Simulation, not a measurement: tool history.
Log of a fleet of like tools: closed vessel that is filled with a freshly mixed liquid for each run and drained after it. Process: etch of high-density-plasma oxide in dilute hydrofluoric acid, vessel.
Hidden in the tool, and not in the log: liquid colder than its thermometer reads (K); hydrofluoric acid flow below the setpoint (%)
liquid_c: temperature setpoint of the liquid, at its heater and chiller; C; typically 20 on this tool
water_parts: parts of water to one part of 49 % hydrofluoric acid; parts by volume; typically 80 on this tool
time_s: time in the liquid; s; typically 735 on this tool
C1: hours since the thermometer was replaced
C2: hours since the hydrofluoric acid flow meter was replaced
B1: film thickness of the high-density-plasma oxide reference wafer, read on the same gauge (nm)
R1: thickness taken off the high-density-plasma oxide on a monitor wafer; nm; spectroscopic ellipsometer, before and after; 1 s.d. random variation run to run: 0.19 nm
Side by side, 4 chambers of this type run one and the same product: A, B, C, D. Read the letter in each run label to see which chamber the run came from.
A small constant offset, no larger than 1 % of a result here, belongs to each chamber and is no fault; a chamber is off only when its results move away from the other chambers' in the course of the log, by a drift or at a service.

{"run": "1B", "hour": 11.9, "liquid_c": 20, "water_parts": 80, "time_s": 735, "C1": 1582.9, "C2": 1313.2, "B1": 139.98, "R1": 44.096}
{"run": "2A", "hour": 19.1, "liquid_c": 20, "water_parts": 80, "time_s": 735, "C1": 264.5, "C2": 1069.1, "B1": 139.98, "R1": 44.946}
{"run": "3D", "hour": 25.9, "liquid_c": 20, "water_parts": 80, "time_s": 735, "C1": 1181.8, "C2": 1133.2, "B1": 140.04, "R1": 44.118}
{"run": "4C", "hour": 34.2, "liquid_c": 20, "water_parts": 80, "time_s": 735, "C1": 767.4, "C2": 643.1, "B1": 139.94, "R1": 43.954}
{"run": "5C", "hour": 46.3, "liquid_c": 24.5, "water_parts": 80, "time_s": 735, "C1": 779.5, "C2": 655.2, "B1": 140.02, "R1": 53.175}
{"run": "6D", "hour": 57.2, "liquid_c": 24.5, "water_parts": 80, "time_s": 735, "C1": 1213.1, "C2": 1164.5, "B1": 140.05, "R1": 53.253}
{"hour": 65.1, "done": "chamber B: hydrofluoric acid flow meter replaced"}
{"run": "7B", "hour": 68.7, "liquid_c": 24.5, "water_parts": 80, "time_s": 735, "C1": 1639.7, "C2": 3.6, "B1": 140.01, "R1": 52.775}
{"run": "8A", "hour": 81.3, "liquid_c": 24.5, "water_parts": 80, "time_s": 735, "C1": 326.7, "C2": 1131.3, "B1": 140.02, "R1": 53.367}
{"run": "9B", "hour": 89.0, "liquid_c": 20, "water_parts": 80, "time_s": 735, "C1": 1660, "C2": 23.9, "B1": 139.99, "R1": 44.47}
{"run": "10C", "hour": 97.3, "liquid_c": 20, "water_parts": 80, "time_s": 735, "C1": 830.5, "C2": 706.2, "B1": 140, "R1": 44.296}
{"run": "11A", "hour": 105.3, "liquid_c": 20, "water_parts": 80, "time_s": 735, "C1": 350.7, "C2": 1155.3, "B1": 140.01, "R1": 44.531}
{"run": "12D", "hour": 117.1, "liquid_c": 20, "water_parts": 80, "time_s": 735, "C1": 1273, "C2": 1224.4, "B1": 140, "R1": 44.334}
{"hour": 122.5, "done": "chamber C: thermometer replaced"}
{"run": "13C", "hour": 126.6, "liquid_c": 20, "water_parts": 80, "time_s": 735, "C1": 4.1, "C2": 735.5, "B1": 140.04, "R1": 44.023}
{"run": "14B", "hour": 139.1, "liquid_c": 20, "water_parts": 80, "time_s": 735, "C1": 1710.1, "C2": 74, "B1": 140.04, "R1": 43.44}
{"run": "15A", "hour": 150.1, "liquid_c": 20, "water_parts": 80, "time_s": 735, "C1": 395.5, "C2": 1200.1, "B1": 140.02, "R1": 44.644}
{"run": "16D", "hour": 162.3, "liquid_c": 17.5, "water_parts": 45, "time_s": 735, "C1": 1318.2, "C2": 1269.6, "B1": 139.99, "R1": 73.126}
{"run": "17C", "hour": 172.0, "liquid_c": 17.5, "water_parts": 45, "time_s": 735, "C1": 49.5, "C2": 780.9, "B1": 139.99, "R1": 73.856}
{"run": "18B", "hour": 182.7, "liquid_c": 17.5, "water_parts": 45, "time_s": 735, "C1": 1753.7, "C2": 117.6, "B1": 140, "R1": 70.849}
{"run": "19A", "hour": 189.7, "liquid_c": 17.5, "water_parts": 45, "time_s": 735, "C1": 435.1, "C2": 1239.7, "B1": 140.01, "R1": 73.692}
{"run": "20D", "hour": 197.8, "liquid_c": 20, "water_parts": 80, "time_s": 735, "C1": 1353.7, "C2": 1305.1, "B1": 139.98, "R1": 43.91}
{"run": "21D", "hour": 209.7, "liquid_c": 20, "water_parts": 80, "time_s": 735, "C1": 1365.6, "C2": 1317, "B1": 140.03, "R1": 44.111}
{"run": "22B", "hour": 218.5, "liquid_c": 20, "water_parts": 80, "time_s": 735, "C1": 1789.5, "C2": 153.4, "B1": 139.98, "R1": 42.527}
{"run": "23C", "hour": 226.3, "liquid_c": 20, "water_parts": 80, "time_s": 735, "C1": 103.8, "C2": 835.2, "B1": 140.01, "R1": 44.179}
{"run": "24A", "hour": 236.0, "liquid_c": 20, "water_parts": 80, "time_s": 735, "C1": 481.4, "C2": 1286, "B1": 140.01, "R1": 44.661}

Each of the 4 chambers runs these same settings next. Fill in every chamber's results:
{"run": "25A", "hour": 245.6, "liquid_c": 20, "water_parts": 80, "time_s": 735, "R1": "?"}
{"run": "25B", "hour": 245.6, "liquid_c": 20, "water_parts": 80, "time_s": 735, "R1": "?"}
{"run": "25C", "hour": 245.6, "liquid_c": 20, "water_parts": 80, "time_s": 735, "R1": "?"}
{"run": "25D", "hour": 245.6, "liquid_c": 20, "water_parts": 80, "time_s": 735, "R1": "?"}

run=25A R1=44.494
run=25B R1=41.742
run=25C R1=43.697
run=25D R1=44.411
